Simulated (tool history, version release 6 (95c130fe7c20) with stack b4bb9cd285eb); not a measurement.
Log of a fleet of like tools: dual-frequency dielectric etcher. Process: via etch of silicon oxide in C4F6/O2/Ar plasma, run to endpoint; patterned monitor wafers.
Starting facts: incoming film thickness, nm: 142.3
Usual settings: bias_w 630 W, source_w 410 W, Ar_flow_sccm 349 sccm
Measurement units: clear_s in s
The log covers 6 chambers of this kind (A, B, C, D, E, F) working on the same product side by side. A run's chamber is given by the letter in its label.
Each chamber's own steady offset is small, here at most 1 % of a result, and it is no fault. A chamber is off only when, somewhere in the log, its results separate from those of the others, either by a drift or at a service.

run	hour	bias_w	source_w	Ar_flow_sccm	hours since the last wet clean	hours since the last bias power generator calibration	hours since the last source power generator calibration	hours since the last Ar flow controller change	clear_s
# hour 3.1: chamber A: wet clean of the chamber
1D	7.1	630	410	349	179.0	1630.3	536.7	602.3	28.795
2E	14.0	630	410	349	217.6	1031.5	708.1	205.6	28.700
# hour 17.3: chamber A: Ar flow controller replaced
3B	19.6	630	410	349	346.0	3257.1	1443.4	1266.3	28.884
4C	26.2	630	410	349	410.2	2174.9	100.8	52.8	29.003
5F	32.5	630	410	349	233.9	1499.9	1895.2	1284.6	28.661
6A	37.4	630	410	349	34.4	1831.4	2261.3	20.2	29.199
# hour 40.2: chamber C: wet clean of the chamber
7F	41.0	630	410	349	242.4	1508.4	1903.7	1293.1	28.669
8C	47.2	630	410	349	7.0	2195.9	121.8	73.8	29.036
9D	51.1	630	410	349	223.0	1674.3	580.7	646.3	28.830
10A	58.0	630	410	349	55.0	1852.0	2281.9	40.8	28.986
11B	63.1	630	410	349	389.5	3300.6	1486.9	1309.8	29.107
12E	68.9	630	410	349	272.5	1086.4	763.0	260.5	28.682
13D	72.8	630	410	349	244.7	1696.0	602.4	668.0	29.065
14B	76.4	630	410	349	402.8	3313.9	1500.2	1323.1	29.008
# hour 80.7: chamber B: wet clean of the chamber
15E	81.4	630	410	349	285.0	1098.9	775.5	273.0	28.405
16A	86.9	630	410	349	83.9	1880.9	2310.8	69.7	28.885
17C	92.1	630	410	349	51.9	2240.8	166.7	118.7	29.099
18F	95.6	630	410	349	297.0	1563.0	1958.3	1347.7	28.812
19F	100.1	630	410	349	301.5	1567.5	1962.8	1352.2	28.770
20B	106.6	630	350	306	26.0	3344.1	1530.4	1353.3	30.262
21E	112.2	630	350	306	315.8	1129.7	806.3	303.8	29.739
22D	116.9	630	350	306	288.8	1740.1	646.5	712.1	30.383
23A	120.3	630	350	306	117.3	1914.3	2344.2	103.1	30.164
24C	126.5	630	350	306	86.3	2275.2	201.1	153.1	30.278
25E	132.9	630	350	306	336.5	1150.4	827.0	324.5	29.612
26F	136.9	630	410	349	338.3	1604.3	1999.6	1389.0	28.761
27C	140.9	630	360	269	100.7	2289.6	215.5	167.5	29.570
28A	147.3	630	360	269	144.3	1941.3	2371.2	130.1	29.505
29D	153.3	630	360	269	325.2	1776.5	682.9	748.5	29.322
30B	156.5	630	360	269	75.9	3394.0	1580.3	1403.2	29.526
31B	161.8	630	360	269	81.2	3399.3	1585.6	1408.5	29.434
32E	165.5	630	360	269	369.1	1183.0	859.6	357.1	28.739
33C	171.9	630	410	349	131.7	2320.6	246.5	198.5	29.245
34F	177.5	630	410	349	378.9	1644.9	2040.2	1429.6	28.649
35D	180.7	630	410	349	352.6	1803.9	710.3	775.9	28.839
36A	184.5	630	410	349	181.5	1978.5	2408.4	167.3	28.901
37D	190.0	630	410	349	361.9	1813.2	719.6	785.2	29.011
38B	194.5	630	410	349	113.9	3432.0	1618.3	1441.2	29.061
39A	198.1	630	410	349	195.1	1992.1	2422.0	180.9	28.882
40C	202.1	630	410	349	161.9	2350.8	276.7	228.7	29.143
41E	208.1	630	410	349	411.7	1225.6	902.2	399.7	27.966
42F	213.9	630	410	349	415.3	1681.3	2076.6	1466.0	28.665
43A	218.6	630	410	349	215.6	2012.6	2442.5	201.4	28.791

Has any chamber moved away from the others, gradually or after a service, or does the common gauge drift, or do the chambers differ only by their own small steady offsets? State the chamber and the most likely cause if one applies.

Chamber E drifts away from the others.
What lies behind it: etch rate over this chamber's usual, % = 3.78.

Below are 4 candidate recipes for chamber E's next run, each the usual settings with a change, their results shown as question marks. Which of them brings E's results back in line with what the other chambers give on the usual settings?
Counts as in line when no further than this from what the other chambers average on the usual settings: clear_s 0.380 s
44E-1	223.7	570	410	359					?
44E-2	223.7	573	380	358					?
44E-3	223.7	630	410	255					?
44E-4	223.7	696	450	349					?

Other chambers, usual settings, mean: clear_s 28.937 s
run	clear_s
44E-1	28.937
44E-2	29.681
44E-3	26.814
44E-4	25.842
44E-1 is the one that brings the chamber's results back in line with the other chambers.

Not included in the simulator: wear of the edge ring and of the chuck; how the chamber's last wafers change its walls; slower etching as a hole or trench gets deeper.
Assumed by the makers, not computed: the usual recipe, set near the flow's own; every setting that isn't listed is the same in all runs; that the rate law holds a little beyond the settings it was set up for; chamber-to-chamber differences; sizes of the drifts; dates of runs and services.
